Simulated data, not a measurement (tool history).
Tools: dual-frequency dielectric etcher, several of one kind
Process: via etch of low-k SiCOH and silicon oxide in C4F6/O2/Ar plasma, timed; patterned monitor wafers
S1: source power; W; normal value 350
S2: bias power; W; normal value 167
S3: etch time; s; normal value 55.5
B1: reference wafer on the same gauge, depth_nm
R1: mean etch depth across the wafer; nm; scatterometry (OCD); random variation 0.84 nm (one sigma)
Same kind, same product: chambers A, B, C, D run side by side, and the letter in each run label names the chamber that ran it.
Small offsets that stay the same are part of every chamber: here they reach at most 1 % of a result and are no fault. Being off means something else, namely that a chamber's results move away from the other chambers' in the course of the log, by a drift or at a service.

{"run": "1B", "hour": 12.0, "S1": 350, "S2": 167, "S3": 55.5, "B1": 120.74, "R1": 134.81}
{"run": "2A", "hour": 22.8, "S1": 350, "S2": 167, "S3": 55.5, "B1": 120.78, "R1": 133.34}
{"run": "3C", "hour": 30.6, "S1": 350, "S2": 167, "S3": 55.5, "B1": 120.92, "R1": 134.62}
{"run": "4D", "hour": 40.0, "S1": 350, "S2": 167, "S3": 55.5, "B1": 121.14, "R1": 133.23}
{"run": "5D", "hour": 55.9, "S1": 350, "S2": 167, "S3": 55.5, "B1": 120.86, "R1": 133.17}
{"run": "6B", "hour": 70.4, "S1": 350, "S2": 167, "S3": 55.5, "B1": 121.28, "R1": 133.73}
{"run": "7A", "hour": 85.8, "S1": 350, "S2": 167, "S3": 55.5, "B1": 121.05, "R1": 133.52}
{"run": "8C", "hour": 94.2, "S1": 350, "S2": 167, "S3": 55.5, "B1": 121.16, "R1": 134.5}
{"run": "9C", "hour": 101.8, "S1": 350, "S2": 167, "S3": 55.5, "B1": 121.13, "R1": 134.54}
{"run": "10A", "hour": 116.7, "S1": 350, "S2": 167, "S3": 55.5, "B1": 120.89, "R1": 134.06}
{"run": "11D", "hour": 127.4, "S1": 350, "S2": 167, "S3": 55.5, "B1": 120.92, "R1": 134.3}
{"run": "12B", "hour": 143.5, "S1": 350, "S2": 167, "S3": 55.5, "B1": 121.08, "R1": 132.79}
{"run": "13B", "hour": 158.2, "S1": 350, "S2": 167, "S3": 55.5, "B1": 120.95, "R1": 131.71}
{"run": "14C", "hour": 168.1, "S1": 350, "S2": 167, "S3": 55.5, "B1": 121.07, "R1": 134.46}
{"run": "15A", "hour": 183.9, "S1": 350, "S2": 167, "S3": 55.5, "B1": 120.88, "R1": 134.11}
{"run": "16D", "hour": 191.6, "S1": 260, "S2": 167, "S3": 61.0, "B1": 121.0, "R1": 129.53}
{"run": "17C", "hour": 200.8, "S1": 260, "S2": 167, "S3": 61.0, "B1": 120.84, "R1": 130.07}
{"run": "18B", "hour": 210.8, "S1": 260, "S2": 167, "S3": 61.0, "B1": 121.05, "R1": 130.55}
{"run": "19D", "hour": 221.6, "S1": 260, "S2": 167, "S3": 61.0, "B1": 120.98, "R1": 130.87}
{"hour": 225.3, "done": "chamber C: wet clean of the chamber"}
{"run": "20A", "hour": 232.6, "S1": 350, "S2": 167, "S3": 55.5, "B1": 120.92, "R1": 134.57}
{"run": "21B", "hour": 249.0, "S1": 350, "S2": 167, "S3": 55.5, "B1": 121.03, "R1": 134.76}
{"hour": 259.9, "done": "chamber B: wet clean of the chamber"}
{"run": "22D", "hour": 260.8, "S1": 350, "S2": 167, "S3": 55.5, "B1": 120.95, "R1": 132.66}
{"run": "23A", "hour": 269.6, "S1": 350, "S2": 167, "S3": 55.5, "B1": 120.81, "R1": 132.77}
{"run": "24C", "hour": 277.9, "S1": 350, "S2": 167, "S3": 55.5, "B1": 121.09, "R1": 133.36}
{"run": "25D", "hour": 288.5, "S1": 350, "S2": 167, "S3": 55.5, "B1": 120.82, "R1": 134.24}
{"run": "26C", "hour": 298.6, "S1": 350, "S2": 167, "S3": 55.5, "B1": 121.2, "R1": 133.76}
{"hour": 307.2, "done": "chamber D: bias power generator calibrated"}
{"run": "27B", "hour": 311.4, "S1": 350, "S2": 167, "S3": 55.5, "B1": 121.08, "R1": 132.78}
{"run": "28A", "hour": 323.3, "S1": 350, "S2": 167, "S3": 55.5, "B1": 120.93, "R1": 132.73}
{"run": "29A", "hour": 339.6, "S1": 350, "S2": 167, "S3": 55.5, "B1": 120.68, "R1": 134.35}
{"run": "30B", "hour": 346.8, "S1": 350, "S2": 167, "S3": 55.5, "B1": 121.1, "R1": 133.54}
{"run": "31C", "hour": 359.1, "S1": 350, "S2": 167, "S3": 55.5, "B1": 121.21, "R1": 133.56}
{"run": "32D", "hour": 371.9, "S1": 350, "S2": 167, "S3": 55.5, "B1": 120.96, "R1": 132.46}
{"run": "33A", "hour": 381.6, "S1": 350, "S2": 167, "S3": 55.5, "B1": 121.11, "R1": 133.06}
{"run": "34B", "hour": 391.9, "S1": 300, "S2": 167, "S3": 55.5, "B1": 120.92, "R1": 124.67}
{"run": "35D", "hour": 400.3, "S1": 300, "S2": 167, "S3": 55.5, "B1": 120.96, "R1": 124.47}
{"hour": 401.6, "done": "chamber A: wet clean of the chamber"}
{"run": "36C", "hour": 410.2, "S1": 300, "S2": 167, "S3": 55.5, "B1": 121.11, "R1": 125.3}
{"run": "37A", "hour": 422.4, "S1": 300, "S2": 167, "S3": 55.5, "B1": 120.89, "R1": 126.12}
{"run": "38D", "hour": 437.8, "S1": 350, "S2": 167, "S3": 55.5, "B1": 120.96, "R1": 134.17}
{"hour": 445.5, "done": "chamber C: bias power generator calibrated"}
{"run": "39B", "hour": 453.3, "S1": 350, "S2": 152, "S3": 55.5, "B1": 121.0, "R1": 128.98}
{"run": "40C", "hour": 466.3, "S1": 350, "S2": 152, "S3": 55.5, "B1": 120.8, "R1": 128.6}
{"run": "41D", "hour": 475.0, "S1": 350, "S2": 152, "S3": 55.5, "B1": 120.99, "R1": 129.42}
{"run": "42B", "hour": 490.4, "S1": 350, "S2": 152, "S3": 55.5, "B1": 120.91, "R1": 130.96}
{"run": "43C", "hour": 499.6, "S1": 430, "S2": 167, "S3": 67.0, "B1": 121.01, "R1": 173.22}

Is one chamber off against the others, does the gauge drift, or is nothing wrong? If a chamber is off, say which, and what the likeliest cause is.

Beyond each chamber's small constant offset nothing stands out, and the gauge stays steady.
